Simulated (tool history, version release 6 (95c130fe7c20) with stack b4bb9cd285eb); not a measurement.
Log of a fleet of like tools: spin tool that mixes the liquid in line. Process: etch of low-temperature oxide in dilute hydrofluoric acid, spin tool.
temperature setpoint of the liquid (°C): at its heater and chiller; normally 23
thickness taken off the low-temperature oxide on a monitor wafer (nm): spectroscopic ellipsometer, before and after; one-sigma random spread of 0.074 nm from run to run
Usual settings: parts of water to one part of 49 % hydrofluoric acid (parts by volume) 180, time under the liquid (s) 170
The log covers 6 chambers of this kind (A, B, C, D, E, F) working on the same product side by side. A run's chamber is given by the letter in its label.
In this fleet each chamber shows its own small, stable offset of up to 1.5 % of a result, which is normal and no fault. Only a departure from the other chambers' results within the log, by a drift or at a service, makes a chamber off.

run,hour,temperature setpoint of the liquid (°C),parts of water to one part of 49 % hydrofluoric acid (parts by volume),time under the liquid (s),"read-back film thickness of the low-temperature oxide reference wafer, read on the same gauge (nm)",thickness taken off the low-temperature oxide on a monitor wafer (nm)
1D,6.4,23,180,170,40.013,11.395
2F,11,23,180,170,39.977,11.298
3B,17.8,23,180,170,40.017,11.383
4A,22.4,23,180,170,39.988,11.179
5E,28.7,23,180,170,39.98,11.227
6C,32.2,20,180,265,40.002,15.648
7F,35.3,20,180,265,40.013,15.799
8E,40.7,20,180,265,40.009,15.708
9C,46.8,20,180,265,39.988,15.619
10B,51.7,20,180,265,40.026,15.645
11D,58.4,20,180,265,40,15.966
12A,63.5,23,180,170,40.002,11.221
13B,67.2,23,180,170,39.947,11.288
14E,74.1,23,180,170,39.991,11.436
15C,80.1,23,180,170,40.009,11.376
16D,85,23,180,170,40.008,11.463
17A,91.8,23,180,170,40.016,11.356
18F,97.6,23,180,170,39.967,11.784
19A,103.7,21,180,130,39.994,7.9713
20D,108.1,21,180,130,39.997,8.0956
21F,112.9,21,180,130,39.972,8.3448
22C,119.9,21,180,130,39.998,7.9806
23E,126.2,21,180,130,39.976,7.9574
24B,132.4,21,180,130,39.999,8.1121
25D,138.5,28,225,170,40.011,10.542
26F,144.5,28,225,170,39.977,11.121
# hour 146.6: chamber E: thermometer replaced
27E,148.8,28,225,170,40.011,10.333
28C,151.9,28,225,170,39.982,10.199
29B,155.3,28,225,170,40.017,10.443
30A,160.8,28,225,170,39.959,10.313
31F,165.4,23,180,170,39.986,12.286
32C,170.9,23,180,170,39.982,11.202
33B,177.5,23,180,170,40.031,11.362
34D,181.6,23,180,170,39.993,11.508
35A,187.7,23,180,170,39.964,11.368
36E,191.7,23,180,170,40.024,11.193

Each of the 6 chambers runs these same settings next. Fill in every chamber's results:
37A,196.8,23,180,170,,?
37B,196.8,23,180,170,,?
37C,196.8,23,180,170,,?
37D,196.8,23,180,170,,?
37E,196.8,23,180,170,,?
37F,196.8,23,180,170,,?

run,thickness taken off the low-temperature oxide on a monitor wafer (nm)
37A,11.23
37B,11.336
37C,11.376
37D,11.43
37E,11.378
37F,12.455

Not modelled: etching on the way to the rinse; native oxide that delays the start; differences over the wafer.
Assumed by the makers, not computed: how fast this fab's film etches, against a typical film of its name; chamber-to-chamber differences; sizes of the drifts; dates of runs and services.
